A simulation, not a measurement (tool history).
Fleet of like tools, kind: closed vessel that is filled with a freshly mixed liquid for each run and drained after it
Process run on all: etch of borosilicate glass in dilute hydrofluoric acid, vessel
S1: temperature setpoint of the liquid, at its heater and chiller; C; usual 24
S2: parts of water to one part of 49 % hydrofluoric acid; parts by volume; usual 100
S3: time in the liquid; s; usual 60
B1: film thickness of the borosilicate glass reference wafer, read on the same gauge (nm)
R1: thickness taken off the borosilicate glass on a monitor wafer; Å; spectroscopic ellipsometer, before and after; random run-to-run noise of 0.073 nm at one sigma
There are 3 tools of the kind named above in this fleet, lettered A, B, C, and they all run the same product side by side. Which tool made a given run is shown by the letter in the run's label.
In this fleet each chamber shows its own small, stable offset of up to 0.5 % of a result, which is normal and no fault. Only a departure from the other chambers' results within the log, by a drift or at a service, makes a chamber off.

{"run": "1A", "hour": 9.2, "S1": 24, "S2": 100, "S3": 60, "B1": 60.009, "R1": 161.94}
{"run": "2B", "hour": 15.4, "S1": 24, "S2": 100, "S3": 60, "B1": 60, "R1": 161.26}
{"run": "3C", "hour": 25.8, "S1": 24, "S2": 100, "S3": 60, "B1": 60, "R1": 161.19}
{"run": "4B", "hour": 33.3, "S1": 24, "S2": 100, "S3": 60, "B1": 60, "R1": 160.96}
{"run": "5C", "hour": 39.6, "S1": 24, "S2": 100, "S3": 60, "B1": 60.01, "R1": 162.08}
{"run": "6A", "hour": 47.3, "S1": 24, "S2": 100, "S3": 60, "B1": 60, "R1": 162.09}
{"run": "7A", "hour": 52.5, "S1": 24, "S2": 100, "S3": 60, "B1": 60.014, "R1": 160.53}
{"run": "8C", "hour": 60.3, "S1": 24, "S2": 100, "S3": 60, "B1": 59.991, "R1": 162.23}
{"run": "9B", "hour": 65.5, "S1": 24, "S2": 100, "S3": 60, "B1": 60.006, "R1": 161.25}
{"run": "10C", "hour": 76.9, "S1": 24, "S2": 100, "S3": 60, "B1": 60.011, "R1": 161.78}
{"hour": 77.4, "done": "chamber B: hydrofluoric acid flow meter replaced"}
{"run": "11B", "hour": 86.6, "S1": 24, "S2": 100, "S3": 60, "B1": 60.011, "R1": 161.64}
{"run": "12A", "hour": 92.1, "S1": 24, "S2": 100, "S3": 60, "B1": 60.001, "R1": 161.93}
{"run": "13C", "hour": 102.8, "S1": 24, "S2": 100, "S3": 30, "B1": 60.011, "R1": 80.672}
{"run": "14A", "hour": 112.3, "S1": 24, "S2": 100, "S3": 30, "B1": 60.012, "R1": 81.046}
{"run": "15B", "hour": 121.7, "S1": 24, "S2": 100, "S3": 30, "B1": 60.002, "R1": 80.62}
{"run": "16B", "hour": 129.5, "S1": 24, "S2": 100, "S3": 60, "B1": 59.977, "R1": 160.19}
{"run": "17A", "hour": 134.6, "S1": 24, "S2": 100, "S3": 60, "B1": 60.008, "R1": 161.13}
{"run": "18C", "hour": 143.3, "S1": 24, "S2": 100, "S3": 60, "B1": 60.008, "R1": 160.9}
{"run": "19A", "hour": 154.7, "S1": 24, "S2": 100, "S3": 60, "B1": 59.995, "R1": 161.06}
{"run": "20B", "hour": 166.4, "S1": 24, "S2": 100, "S3": 60, "B1": 60.021, "R1": 160.99}
{"run": "21C", "hour": 177.7, "S1": 24, "S2": 100, "S3": 60, "B1": 59.996, "R1": 160.57}
{"hour": 180.9, "done": "chamber A: hydrofluoric acid flow meter replaced"}
{"run": "22B", "hour": 187.7, "S1": 24, "S2": 100, "S3": 60, "B1": 59.987, "R1": 161.54}
{"run": "23A", "hour": 193.6, "S1": 24, "S2": 100, "S3": 60, "B1": 59.994, "R1": 162.73}
{"run": "24C", "hour": 203.9, "S1": 24, "S2": 100, "S3": 60, "B1": 60.009, "R1": 159.62}
{"run": "25B", "hour": 215.0, "S1": 24, "S2": 100, "S3": 60, "B1": 60.005, "R1": 162.31}
{"run": "26C", "hour": 223.5, "S1": 24, "S2": 100, "S3": 60, "B1": 59.99, "R1": 158.36}
{"run": "27A", "hour": 234.1, "S1": 24, "S2": 100, "S3": 60, "B1": 60.007, "R1": 161.43}
{"run": "28A", "hour": 245.1, "S1": 24, "S2": 100, "S3": 30, "B1": 60.006, "R1": 80.985}
{"run": "29B", "hour": 254.9, "S1": 24, "S2": 100, "S3": 30, "B1": 59.992, "R1": 80.378}
{"run": "30C", "hour": 263.0, "S1": 24, "S2": 100, "S3": 30, "B1": 60.014, "R1": 79.176}
{"run": "31C", "hour": 268.1, "S1": 24, "S2": 100, "S3": 60, "B1": 59.992, "R1": 158.25}
{"run": "32A", "hour": 277.7, "S1": 24, "S2": 100, "S3": 60, "B1": 60.01, "R1": 161.44}
{"run": "33B", "hour": 284.8, "S1": 24, "S2": 100, "S3": 60, "B1": 59.984, "R1": 160.2}
{"run": "34C", "hour": 294.3, "S1": 24, "S2": 100, "S3": 60, "B1": 59.993, "R1": 157.83}
{"run": "35A", "hour": 301.6, "S1": 24, "S2": 100, "S3": 60, "B1": 59.984, "R1": 161.45}
{"run": "36B", "hour": 312.9, "S1": 24, "S2": 100, "S3": 60, "B1": 59.993, "R1": 161.38}
{"run": "37C", "hour": 323.3, "S1": 24, "S2": 100, "S3": 60, "B1": 60.016, "R1": 157.2}
{"run": "38B", "hour": 331.0, "S1": 24, "S2": 100, "S3": 60, "B1": 60.01, "R1": 160.75}
{"run": "39A", "hour": 340.2, "S1": 24, "S2": 100, "S3": 60, "B1": 60.007, "R1": 160.86}
{"run": "40C", "hour": 348.5, "S1": 24, "S2": 100, "S3": 60, "B1": 60.005, "R1": 156.72}

Next, every chamber runs the same settings. What will each give?
{"run": "41A", "hour": 356.9, "S1": 26, "S2": 100, "S3": 60, "R1": "?"}
{"run": "41B", "hour": 356.9, "S1": 26, "S2": 100, "S3": 60, "R1": "?"}
{"run": "41C", "hour": 356.9, "S1": 26, "S2": 100, "S3": 60, "R1": "?"}

run=41A R1=175.49
run=41B R1=174.47
run=41C R1=168.11
